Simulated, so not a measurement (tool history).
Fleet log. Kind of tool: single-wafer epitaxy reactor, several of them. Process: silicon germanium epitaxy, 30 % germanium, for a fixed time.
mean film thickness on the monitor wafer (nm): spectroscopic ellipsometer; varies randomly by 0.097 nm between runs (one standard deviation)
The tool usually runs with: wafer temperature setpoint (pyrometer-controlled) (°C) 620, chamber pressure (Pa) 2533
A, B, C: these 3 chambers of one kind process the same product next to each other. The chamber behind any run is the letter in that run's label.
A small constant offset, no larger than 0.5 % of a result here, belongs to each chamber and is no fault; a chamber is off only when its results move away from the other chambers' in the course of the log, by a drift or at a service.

run   hour  wafer temperature setpoint (pyrometer-controlled) (°C)  chamber pressure (Pa)  hours since the last pyrometer calibration  hours since the last manometer calibration  read-back reference wafer on the same gauge, thickness_nm  mean film thickness on the monitor wafer (nm)
 1B    7.9                                                     620                   2533                                       236.5                                      2464.5                                                     92.017                                         82.553
 2A   15.5                                                     620                   2533                                      1735.0                                      1159.8                                                     91.986                                         82.178
 3C   28.5                                                     620                   2533                                      1467.2                                       598.9                                                     92.024                                         82.610
 4C   37.9                                                     620                   2533                                      1476.6                                       608.3                                                     92.044                                         82.482
 5A   53.3                                                     620                   1947                                      1772.8                                      1197.6                                                     92.068                                         74.023
 6B   68.5                                                     620                   1947                                       297.1                                      2525.1                                                     92.095                                         74.596
 7A   78.1                                                     620                   1947                                      1797.6                                      1222.4                                                     92.137                                         74.209
 8C   88.4                                                     620                   2533                                      1527.1                                       658.8                                                     92.144                                         82.723
      93.8  -- chamber B: capacitance manometer re-zeroed and calibrated
 9B  101.6                                                     609                   2266                                       330.2                                         7.8                                                     92.150                                         65.324
10B  115.0                                                     609                   2266                                       343.6                                        21.2                                                     92.125                                         65.258
11A  125.0                                                     609                   2266                                      1844.5                                      1269.3                                                     92.185                                         64.987
12C  132.0                                                     627                   2533                                      1570.7                                       702.4                                                     92.154                                         93.292
13B  138.9                                                     627                   2533                                       367.5                                        45.1                                                     92.195                                         93.457
14C  149.2                                                     627                   2533                                      1587.9                                       719.6                                                     92.191                                         93.182
15A  160.4                                                     620                   2533                                      1879.9                                      1304.7                                                     92.235                                         82.460
16A  168.4                                                     620                   2533                                      1887.9                                      1312.7                                                     92.216                                         82.554
17C  177.5                                                     620                   2533                                      1616.2                                       747.9                                                     92.258                                         82.586
18B  185.6                                                     620                   2533                                       414.2                                        91.8                                                     92.266                                         83.000
19A  193.9                                                     620                   2533                                      1913.4                                      1338.2                                                     92.252                                         82.509
20C  207.8                                                     620                   2533                                      1646.5                                       778.2                                                     92.274                                         82.863
21B  217.5                                                     620                   2533                                       446.1                                       123.7                                                     92.313                                         82.790
22A  231.1                                                     620                   2533                                      1950.6                                      1375.4                                                     92.292                                         82.718
     241.2  -- chamber A: capacitance manometer re-zeroed and calibrated
23B  245.1                                                     620                   2533                                       473.7                                       151.3                                                     92.311                                         83.018
24C  258.5                                                     620                   2533                                      1697.2                                       828.9                                                     92.336                                         82.902
25C  266.6                                                     615                   2813                                      1705.3                                       837.0                                                     92.366                                         79.226
26B  281.3                                                     615                   2813                                       509.9                                       187.5                                                     92.362                                         79.295
27A  295.6                                                     615                   2813                                      2015.1                                        54.4                                                     92.387                                         78.857
28B  307.7                                                     620                   2533                                       536.3                                       213.9                                                     92.432                                         83.076
29A  318.7                                                     620                   2533                                      2038.2                                        77.5                                                     92.406                                         82.610
30C  328.5                                                     620                   2533                                      1767.2                                       898.9                                                     92.454                                         82.931

All 3 chambers run these settings next. Forecast each chamber's results:
31A  339.5                                                     627                   2533                                                                                                                                                                                                 ?
31B  339.5                                                     627                   2533                                                                                                                                                                                                 ?
31C  339.5                                                     627                   2533                                                                                                                                                                                                 ?

run  mean film thickness on the monitor wafer (nm)
31A                                         93.242
31B                                         93.799
31C                                         93.703

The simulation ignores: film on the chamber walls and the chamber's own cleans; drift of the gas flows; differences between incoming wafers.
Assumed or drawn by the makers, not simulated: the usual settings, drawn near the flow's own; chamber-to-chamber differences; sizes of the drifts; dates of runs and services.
